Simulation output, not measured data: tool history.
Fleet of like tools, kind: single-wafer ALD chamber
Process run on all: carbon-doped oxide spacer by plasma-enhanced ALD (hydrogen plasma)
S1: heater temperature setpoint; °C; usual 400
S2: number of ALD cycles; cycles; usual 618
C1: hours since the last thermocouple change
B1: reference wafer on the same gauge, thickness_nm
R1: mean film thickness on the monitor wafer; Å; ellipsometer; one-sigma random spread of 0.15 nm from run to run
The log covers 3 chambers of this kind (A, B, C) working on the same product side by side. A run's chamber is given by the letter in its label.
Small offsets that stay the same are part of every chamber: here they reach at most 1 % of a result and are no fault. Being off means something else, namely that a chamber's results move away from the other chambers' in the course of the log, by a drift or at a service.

run,hour,S1,S2,C1,B1,R1
1C,16.3,400,618,1955.7,27.521,311.18
2B,31.4,400,618,804.9,27.523,310.70
3A,46.3,400,618,2446.5,27.472,310.72
4A,59.4,400,618,2459.6,27.467,313.31
5C,71.5,400,618,2010.9,27.495,312.42
6B,80.6,391,576,854.1,27.478,292.17
7A,88.9,391,576,2489.1,27.487,289.44
8B,98.3,391,576,871.8,27.513,291.10
9C,105.3,400,618,2044.7,27.475,309.95
10A,112.4,400,618,2512.6,27.515,310.63
# hour 116.7: chamber C: thermocouple changed; heater temperature recalibrated
11C,121.6,400,618,5.0,27.518,312.89
12B,132.3,400,618,905.8,27.498,314.14
13B,140.7,393,618,914.2,27.504,310.23
14A,149.0,393,618,2549.2,27.485,311.26
15C,159.0,393,618,42.4,27.512,309.33
16A,174.3,400,618,2574.5,27.515,312.40
17B,190.5,400,618,964.0,27.519,309.84
18C,205.8,390,691,89.2,27.511,343.74
19B,216.6,390,691,990.1,27.471,349.61
20C,227.1,390,691,110.5,27.475,346.26
21A,234.4,400,618,2634.6,27.532,314.85
22A,243.9,400,618,2644.1,27.491,311.83
23C,251.5,392,574,134.9,27.520,288.28

One chamber off, gauge drift, or nothing amiss beyond the chambers' own small offsets? If it is a chamber, which one, and what is the likeliest cause?

Beyond each chamber's small constant offset nothing stands out, and the gauge stays steady.

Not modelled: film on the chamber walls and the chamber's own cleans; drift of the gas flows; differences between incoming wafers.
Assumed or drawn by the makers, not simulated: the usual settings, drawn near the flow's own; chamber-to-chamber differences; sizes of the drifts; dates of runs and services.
